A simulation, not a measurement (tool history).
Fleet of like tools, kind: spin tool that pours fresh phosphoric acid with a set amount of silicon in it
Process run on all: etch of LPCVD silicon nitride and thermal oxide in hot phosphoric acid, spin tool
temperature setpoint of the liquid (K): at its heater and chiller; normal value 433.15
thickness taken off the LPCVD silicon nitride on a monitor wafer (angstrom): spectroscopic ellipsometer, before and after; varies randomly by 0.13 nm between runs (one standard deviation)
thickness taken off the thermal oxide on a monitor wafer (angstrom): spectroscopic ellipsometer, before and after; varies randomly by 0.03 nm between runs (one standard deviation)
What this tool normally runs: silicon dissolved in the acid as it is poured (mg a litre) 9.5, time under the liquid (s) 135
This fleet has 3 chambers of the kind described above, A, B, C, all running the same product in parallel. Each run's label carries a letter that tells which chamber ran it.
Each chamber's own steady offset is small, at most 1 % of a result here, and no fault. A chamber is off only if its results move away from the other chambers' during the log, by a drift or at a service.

run	hour	temperature setpoint of the liquid (K)	silicon dissolved in the acid as it is poured (mg a litre)	time under the liquid (s)	read-back film thickness of the LPCVD silicon nitride reference wafer, read on the same gauge (nm)	read-back film thickness of the thermal oxide reference wafer, read on the same gauge (nm)	thickness taken off the LPCVD silicon nitride on a monitor wafer (angstrom)	thickness taken off the thermal oxide on a monitor wafer (angstrom)
1A	12.8	433.15	9.5	135	109.97	110.01	137.670	2.9673
2C	26.5	433.15	9.5	135	110.03	110.00	136.690	3.0841
3B	35.2	433.15	9.5	135	109.99	110.00	137.760	3.3094
4B	48.2	433.15	9.5	135	109.99	110.00	136.350	2.4470
5A	59.7	433.15	9.5	135	110.01	110.01	138.110	2.7776
6C	69.4	433.15	9.5	135	110.03	109.98	136.330	2.6386
7B	78.5	433.15	9.5	135	110.00	110.00	136.420	3.6122
8C	89.5	433.15	9.5	135	110.02	110.01	135.670	3.0150
9A	99.3	433.15	9.5	135	110.02	110.01	140.510	3.1395
10A	112.2	433.15	9.5	135	109.98	109.99	138.570	3.0598
11B	123.5	433.15	9.5	135	110.00	110.00	135.930	3.2581
12C	133.0	433.15	9.5	135	109.97	109.98	137.660	3.2753
13A	145.7	433.15	5.5	135	110.06	110.00	140.040	3.5922
14B	153.5	433.15	5.5	135	110.01	110.00	135.670	2.8740
15C	163.9	433.15	5.5	135	109.98	110.01	137.880	3.8307
16C	176.8	433.15	9.5	135	109.97	110.02	137.480	3.0721
17A	187.8	433.15	9.5	135	109.97	110.01	139.440	3.3450
18B	201.5	433.15	12.0	135	110.01	109.97	135.200	2.6848
19A	215.4	433.15	12.0	135	109.99	110.00	138.000	2.2803
20B	226.1	433.15	12.0	135	110.00	110.00	133.650	2.8132
21C	233.0	433.15	9.5	135	109.99	110.00	136.600	3.0134
22C	241.5	433.15	9.5	135	110.00	109.99	140.540	3.2879
23B	251.6	433.15	9.5	135	110.01	110.01	130.710	2.4880
24A	265.8	433.15	9.5	135	110.03	109.99	135.360	2.8816
25C	276.8	433.15	9.5	135	109.99	110.01	138.780	3.5962
26B	283.7	433.15	9.5	70	109.98	110.00	66.641	1.5515
27A	295.5	433.15	9.5	70	109.98	110.02	72.099	1.6037
28C	308.4	433.15	9.5	70	110.04	109.99	70.819	1.7093
29B	320.0	433.15	9.5	135	110.03	110.01	125.580	2.5326
30A	326.8	433.15	9.5	135	110.02	110.01	139.090	2.9974
31C	334.7	433.15	9.5	135	109.99	110.02	136.610	3.3914
32B	342.3	433.15	9.5	135	109.99	110.00	124.390	2.1787

The same settings go to every chamber for the next run, one line per chamber below. Forecast the results for each:
33A	352.4	433.15	9.5	135			?	?
33B	352.4	433.15	9.5	135			?	?
33C	352.4	433.15	9.5	135			?	?

run	thickness taken off the LPCVD silicon nitride on a monitor wafer (angstrom)	thickness taken off the thermal oxide on a monitor wafer (angstrom)
33A	139.120	3.3659
33B	125.090	2.3356
33C	137.610	2.8650
